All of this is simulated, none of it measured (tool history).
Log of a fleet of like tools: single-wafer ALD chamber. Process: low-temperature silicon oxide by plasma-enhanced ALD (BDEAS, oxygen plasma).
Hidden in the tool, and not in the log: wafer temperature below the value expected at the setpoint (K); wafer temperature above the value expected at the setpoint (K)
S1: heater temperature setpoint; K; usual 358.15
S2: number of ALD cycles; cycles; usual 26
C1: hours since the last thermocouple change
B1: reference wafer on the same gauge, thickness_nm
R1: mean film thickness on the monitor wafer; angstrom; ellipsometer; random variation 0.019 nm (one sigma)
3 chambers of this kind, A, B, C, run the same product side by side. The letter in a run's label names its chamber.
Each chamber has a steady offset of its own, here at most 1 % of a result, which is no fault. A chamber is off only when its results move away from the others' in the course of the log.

run	hour	S1	S2	C1	B1	R1
1A	4.7	358.15	26	1515.2	3.4159	39.215
2C	10.7	358.15	26	297.1	3.4228	38.605
3B	14.1	358.15	26	1489.3	3.4182	39.210
4B	20.1	358.15	26	1495.3	3.4179	39.251
5A	25.3	358.15	26	1535.8	3.4179	38.826
6C	33.0	358.15	26	319.4	3.4220	38.724
7B	38.7	358.15	26	1513.9	3.4234	39.625
8C	46.0	358.15	26	332.4	3.4168	38.776
9A	50.2	358.15	26	1560.7	3.4217	39.324
10C	54.7	358.15	26	341.1	3.4229	38.983
11B	61.8	358.15	26	1537.0	3.4199	39.312
12A	68.6	358.15	26	1579.1	3.4217	38.745
13B	72.3	358.15	26	1547.5	3.4192	39.021
14A	77.3	358.15	26	1587.8	3.4182	39.106
15C	81.3	358.15	26	367.7	3.4200	38.931
16A	87.1	358.15	26	1597.6	3.4193	39.456
17C	91.8	358.15	26	378.2	3.4182	38.771
18B	99.5	365.15	31	1574.7	3.4214	45.825
19C	105.9	365.15	31	392.3	3.4192	45.173
20B	112.4	365.15	31	1587.6	3.4206	45.629
21A	119.7	372.15	26	1630.2	3.4185	37.419
22A	126.7	372.15	26	1637.2	3.4219	36.879
23B	133.3	372.15	26	1608.5	3.4176	37.282
24C	139.2	358.15	26	425.6	3.4192	39.028
25C	143.3	358.15	26	429.7	3.4184	39.011
26B	148.0	343.15	28	1623.2	3.4218	44.415
27A	155.0	343.15	28	1665.5	3.4223	44.263
28A	161.8	343.15	28	1672.3	3.4263	44.469
29C	168.3	358.15	26	454.7	3.4199	38.669
30B	172.2	358.15	26	1647.4	3.4203	39.316
# hour 176.0: chamber B: thermocouple changed; heater temperature recalibrated
31A	176.2	358.15	26	1686.7	3.4198	39.460
# hour 180.1: chamber A: thermocouple changed; heater temperature recalibrated
32B	182.3	358.15	24	6.4	3.4169	36.414
33C	187.9	358.15	24	474.3	3.4170	35.705
34C	195.5	358.15	24	481.9	3.4208	35.780
35A	201.4	358.15	26	21.4	3.4245	39.271
36B	208.9	347.15	24	33.0	3.4228	37.648
37A	214.1	347.15	24	34.1	3.4214	37.331
38B	217.9	347.15	24	42.0	3.4171	37.347

Next, every chamber runs the same settings. What will each give?
39A	223.6	358.15	26			?
39B	223.6	358.15	26			?
39C	223.6	358.15	26			?

run	R1
39A	39.035
39B	39.344
39C	38.813
